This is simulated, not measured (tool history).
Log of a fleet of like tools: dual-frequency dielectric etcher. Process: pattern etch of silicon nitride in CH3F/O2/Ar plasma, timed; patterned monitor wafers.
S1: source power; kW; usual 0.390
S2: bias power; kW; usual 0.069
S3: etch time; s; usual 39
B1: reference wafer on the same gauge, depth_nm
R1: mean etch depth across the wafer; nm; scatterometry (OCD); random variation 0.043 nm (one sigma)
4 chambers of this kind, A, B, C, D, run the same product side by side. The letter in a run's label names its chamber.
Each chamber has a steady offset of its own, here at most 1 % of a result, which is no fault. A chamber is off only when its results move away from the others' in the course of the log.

run   hour     S1     S2  S3      B1      R1
 1B    3.6  0.390  0.069  39  27.598  26.650
 2A    7.4  0.390  0.069  39  27.614  26.682
 3C   12.8  0.390  0.069  39  27.604  26.581
 4D   16.9  0.390  0.069  39  27.617  26.652
 5A   20.2  0.390  0.069  39  27.633  26.611
 6B   26.8  0.390  0.069  39  27.622  26.576
 7C   31.8  0.390  0.069  39  27.637  26.576
 8D   36.9  0.390  0.053  31  27.636  19.437
 9B   42.1  0.390  0.053  31  27.638  19.440
10C   49.1  0.390  0.053  31  27.666  19.280
11D   54.2  0.390  0.053  31  27.661  19.468
      57.5  -- chamber A: wet clean of the chamber
12A   59.5  0.310  0.069  39  27.677  24.434
13A   63.3  0.310  0.069  39  27.674  24.397
14C   67.9  0.310  0.069  39  27.671  24.340
15D   73.3  0.310  0.069  39  27.676  24.493
16B   79.9  0.390  0.069  39  27.679  26.675
17A   83.1  0.390  0.069  39  27.696  26.619
18B   86.6  0.390  0.069  39  27.701  26.715
19D   93.6  0.390  0.069  39  27.706  26.830
20C   99.3  0.390  0.069  39  27.722  26.557
21B  102.6  0.390  0.069  39  27.709  26.696
22C  107.6  0.390  0.069  39  27.712  26.620
23A  111.6  0.440  0.077  39  27.720  29.010
24D  118.0  0.440  0.077  39  27.735  29.118
25D  122.6  0.440  0.077  39  27.748  29.032
26C  127.8  0.440  0.077  39  27.748  29.074
27B  132.9  0.390  0.069  39  27.743  26.786
28A  137.3  0.390  0.069  39  27.754  26.793
29D  142.3  0.390  0.069  39  27.760  26.706
30A  147.4  0.390  0.069  39  27.769  26.744
31C  154.4  0.390  0.069  39  27.781  26.616
32B  159.1  0.390  0.069  39  27.777  26.745
33B  162.7  0.390  0.069  39  27.771  26.794

Next, every chamber runs the same settings. What will each give?
34A  167.9  0.460  0.069  39       ?
34B  167.9  0.460  0.069  39       ?
34C  167.9  0.460  0.069  39       ?
34D  167.9  0.460  0.069  39       ?

run      R1
34A  28.409
34B  28.536
34C  28.431
34D  28.501
